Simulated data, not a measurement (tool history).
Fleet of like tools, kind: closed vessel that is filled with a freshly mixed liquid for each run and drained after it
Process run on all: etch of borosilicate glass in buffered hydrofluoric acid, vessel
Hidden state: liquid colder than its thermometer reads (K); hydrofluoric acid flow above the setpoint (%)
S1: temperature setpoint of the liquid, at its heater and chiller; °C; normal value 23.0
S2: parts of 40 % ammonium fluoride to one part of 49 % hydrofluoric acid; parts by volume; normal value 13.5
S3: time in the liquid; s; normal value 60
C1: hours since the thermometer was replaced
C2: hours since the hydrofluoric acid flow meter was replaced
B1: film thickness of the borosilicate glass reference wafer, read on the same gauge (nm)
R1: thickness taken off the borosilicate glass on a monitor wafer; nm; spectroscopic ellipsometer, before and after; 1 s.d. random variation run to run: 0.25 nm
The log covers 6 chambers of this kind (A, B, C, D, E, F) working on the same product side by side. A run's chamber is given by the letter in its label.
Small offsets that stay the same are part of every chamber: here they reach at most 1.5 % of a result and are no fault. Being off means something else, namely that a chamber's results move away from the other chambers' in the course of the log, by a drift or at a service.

run,day,S1,S2,S3,C1,C2,B1,R1
1D,0.242,23.0,13.5,60,931.6,28.8,39.996,52.398
# day 0.267: chamber F: thermometer replaced
2B,0.517,23.0,13.5,60,108.3,496.0,40.035,52.297
# day 0.533: chamber E: thermometer replaced
3F,0.825,23.0,13.5,60,13.5,993.7,40.018,52.983
4E,1.208,23.0,13.5,60,16.3,148.8,39.994,51.999
5C,1.533,23.0,13.5,60,483.8,491.7,40.030,52.351
6A,1.833,23.0,13.5,60,1032.1,1437.9,40.038,53.296
7E,2.233,23.0,9.0,80,40.9,173.4,39.983,101.320
8A,2.554,23.0,9.0,80,1049.4,1455.2,40.008,102.530
9D,2.846,23.0,9.0,80,994.1,91.3,39.985,101.620
10C,3.033,23.0,9.0,80,519.8,527.7,39.995,100.010
11F,3.242,23.0,9.0,80,71.5,1051.7,40.015,102.290
12B,3.521,23.0,9.0,80,180.4,568.1,40.011,99.674
13D,3.800,23.0,13.5,60,1017.0,114.2,39.976,52.087
14E,4.171,23.0,13.5,60,87.4,219.9,40.019,51.902
15C,4.604,23.0,13.5,60,557.5,565.4,39.982,52.219
16B,4.996,21.0,13.5,70,215.8,603.5,39.979,54.717
17F,5.238,21.0,13.5,70,119.4,1099.6,39.997,55.474
18A,5.521,21.0,13.5,70,1120.6,1526.4,39.995,55.918
19F,5.742,21.0,13.5,70,131.5,1111.7,39.983,55.580
20B,5.946,21.0,13.5,70,238.6,626.3,40.007,54.666
21D,6.329,21.0,13.5,70,1077.7,174.9,39.995,54.215
22E,6.629,23.0,13.5,60,146.4,278.9,40.000,52.205
23A,6.833,23.0,13.5,60,1152.1,1557.9,40.020,52.806
24C,7.183,23.0,13.5,60,619.4,627.3,39.965,52.273
25F,7.450,23.0,13.5,60,172.5,1152.7,39.991,52.840
26E,7.717,27.5,13.5,85,172.5,305.0,39.977,94.322
27C,7.983,27.5,13.5,85,638.6,646.5,40.006,94.060
28A,8.300,27.5,13.5,85,1187.3,1593.1,40.043,95.493
29B,8.700,27.5,13.5,85,304.7,692.4,39.964,93.864
30D,8.929,27.5,13.5,85,1140.1,237.3,40.027,91.987
31E,9.354,27.5,13.5,85,211.8,344.3,40.025,94.310
32D,9.654,23.0,13.5,60,1157.5,254.7,40.007,50.944
33B,9.892,23.0,13.5,60,333.3,721.0,39.964,51.986
34A,10.225,23.0,13.5,60,1233.5,1639.3,39.966,52.891
35F,10.521,23.0,16.5,80,246.2,1226.4,39.966,57.896
36C,10.838,23.0,16.5,80,707.1,715.0,40.017,57.284
37A,11.254,23.0,16.5,80,1258.2,1664.0,40.010,58.165
38C,11.688,23.0,16.5,80,727.5,735.4,40.000,57.249
39F,12.112,23.0,16.5,80,284.4,1264.6,39.982,58.239
40D,12.500,23.0,16.5,80,1225.8,323.0,40.021,54.677

All chambers now run identical settings, listed one chamber a line with results as question marks. What results will each chamber show?
41A,12.808,23.0,13.5,60,,,,?
41B,12.808,23.0,13.5,60,,,,?
41C,12.808,23.0,13.5,60,,,,?
41D,12.808,23.0,13.5,60,,,,?
41E,12.808,23.0,13.5,60,,,,?
41F,12.808,23.0,13.5,60,,,,?

run,R1
41A,52.814
41B,52.160
41C,51.919
41D,49.755
41E,52.039
41F,53.091
